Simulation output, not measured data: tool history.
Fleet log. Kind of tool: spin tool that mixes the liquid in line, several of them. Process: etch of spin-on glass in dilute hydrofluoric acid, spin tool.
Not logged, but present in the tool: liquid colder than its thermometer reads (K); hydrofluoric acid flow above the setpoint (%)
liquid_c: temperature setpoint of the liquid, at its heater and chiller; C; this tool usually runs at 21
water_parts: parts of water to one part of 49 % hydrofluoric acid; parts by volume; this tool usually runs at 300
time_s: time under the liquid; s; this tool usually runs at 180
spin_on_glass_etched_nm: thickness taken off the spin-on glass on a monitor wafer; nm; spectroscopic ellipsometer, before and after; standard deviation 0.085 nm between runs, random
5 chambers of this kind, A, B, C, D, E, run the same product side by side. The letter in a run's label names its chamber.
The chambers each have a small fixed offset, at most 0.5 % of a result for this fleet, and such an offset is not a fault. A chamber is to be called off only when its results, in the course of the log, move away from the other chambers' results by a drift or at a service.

| run | hour | liquid_c | water_parts | time_s | hours since the thermometer was replaced | hours since the hydrofluoric acid flow meter was replaced | read-back film thickness of the spin-on glass reference wafer, read on the same gauge (nm) | spin_on_glass_etched_nm |
|---|---|---|---|---|---|---|---|---|
| 1A | 9.8 | 21 | 300 | 180 | 526.5 | 531.4 | 139.97 | 12.816 |
| 2D | 17 | 21 | 300 | 180 | 232.7 | 541.4 | 139.99 | 12.964 |
| 3B | 22.8 | 21 | 300 | 180 | 357.3 | 539.3 | 139.99 | 13.04 |
| 4C | 34.9 | 21 | 300 | 180 | 1197.4 | 674.6 | 140.01 | 12.849 |
| 5E | 43.1 | 24 | 300 | 180 | 275.9 | 1258 | 140.01 | 14.227 |
| 6C | 53.5 | 24 | 300 | 180 | 1216 | 693.2 | 140.06 | 14.324 |
| 7A | 64.9 | 24 | 300 | 180 | 581.6 | 586.5 | 139.98 | 14.469 |
| 8B | 74 | 24 | 300 | 180 | 408.5 | 590.5 | 139.95 | 14.459 |
| 9E | 80.3 | 24 | 300 | 180 | 313.1 | 1295.2 | 139.96 | 14.398 |
| 10D | 90.6 | 21 | 300 | 180 | 306.3 | 615 | 140 | 12.965 |
| 11D | 103.2 | 21 | 300 | 180 | 318.9 | 627.6 | 140.04 | 12.911 |
| 12A | 113.6 | 21 | 300 | 180 | 630.3 | 635.2 | 139.97 | 12.943 |
|  | 119.2 | chamber E: hydrofluoric acid flow meter replaced |
| 13C | 124.7 | 21 | 300 | 180 | 1287.2 | 764.4 | 139.96 | 12.832 |
| 14E | 136.7 | 21 | 300 | 180 | 369.5 | 17.6 | 139.99 | 12.69 |
| 15B | 146.2 | 21 | 300 | 180 | 480.7 | 662.7 | 140.03 | 12.962 |
| 16B | 152.9 | 21 | 300 | 180 | 487.4 | 669.4 | 139.99 | 12.991 |
| 17D | 162.3 | 21 | 300 | 180 | 378 | 686.7 | 140.02 | 13.073 |
| 18C | 175.2 | 21 | 300 | 180 | 1337.7 | 814.9 | 140 | 12.934 |
| 19A | 187.7 | 21 | 300 | 180 | 704.4 | 709.3 | 140.01 | 12.898 |
| 20E | 198.4 | 21 | 300 | 180 | 431.2 | 79.3 | 139.98 | 12.752 |
| 21E | 205.1 | 21 | 300 | 180 | 437.9 | 86 | 140.03 | 12.906 |
| 22D | 214.7 | 21 | 300 | 180 | 430.4 | 739.1 | 139.96 | 13.187 |
| 23A | 225.2 | 21 | 300 | 180 | 741.9 | 746.8 | 139.96 | 12.805 |
| 24B | 232.4 | 21 | 300 | 180 | 566.9 | 748.9 | 140.05 | 12.866 |
| 25C | 239.4 | 21 | 300 | 180 | 1401.9 | 879.1 | 139.98 | 12.864 |
| 26B | 245.5 | 21 | 300 | 180 | 580 | 762 | 140 | 12.942 |
| 27E | 255.4 | 18.5 | 175 | 180 | 488.2 | 136.3 | 139.97 | 21.998 |
| 28A | 267.9 | 18.5 | 175 | 180 | 784.6 | 789.5 | 139.93 | 22.383 |
| 29C | 277 | 18.5 | 175 | 180 | 1439.5 | 916.7 | 140 | 22.37 |
| 30D | 288.1 | 18.5 | 175 | 180 | 503.8 | 812.5 | 140.01 | 23.821 |
|  | 293.2 | chamber B: thermometer replaced |
| 31C | 299.5 | 18.5 | 175 | 180 | 1462 | 939.2 | 140 | 22.596 |
| 32E | 308.2 | 21 | 300 | 180 | 541 | 189.1 | 140.01 | 12.913 |
| 33B | 314.6 | 21 | 300 | 180 | 21.5 | 831.1 | 140.03 | 13.06 |
| 34A | 323.3 | 21 | 300 | 180 | 840 | 844.9 | 139.98 | 12.879 |
| 35D | 329.5 | 21 | 300 | 180 | 545.2 | 853.9 | 139.95 | 13.682 |
| 36C | 338.4 | 21 | 300 | 180 | 1500.9 | 978.1 | 140.01 | 12.914 |
| 37E | 345.1 | 21 | 300 | 180 | 577.9 | 226 | 140.03 | 12.753 |
| 38D | 356 | 21 | 300 | 180 | 571.7 | 880.4 | 140.04 | 13.684 |
| 39B | 366.5 | 21 | 300 | 180 | 73.4 | 883 | 140.02 | 13.088 |
| 40A | 376 | 21 | 300 | 180 | 892.7 | 897.6 | 140.02 | 12.678 |
| 41A | 388.3 | 21 | 300 | 180 | 905 | 909.9 | 139.98 | 12.952 |
| 42C | 394.5 | 21 | 300 | 180 | 1557 | 1034.2 | 139.98 | 12.888 |

Next, all 5 chambers run the settings below, one line each with question marks for the results. What does each chamber give?
| 43A | 403.8 | 21 | 300 | 180 |  |  |  | ? |
| 43B | 403.8 | 21 | 300 | 180 |  |  |  | ? |
| 43C | 403.8 | 21 | 300 | 180 |  |  |  | ? |
| 43D | 403.8 | 21 | 300 | 180 |  |  |  | ? |
| 43E | 403.8 | 21 | 300 | 180 |  |  |  | ? |

| run | spin_on_glass_etched_nm |
|---|---|
| 43A | 12.752 |
| 43B | 13.097 |
| 43C | 12.815 |
| 43D | 13.814 |
| 43E | 12.757 |

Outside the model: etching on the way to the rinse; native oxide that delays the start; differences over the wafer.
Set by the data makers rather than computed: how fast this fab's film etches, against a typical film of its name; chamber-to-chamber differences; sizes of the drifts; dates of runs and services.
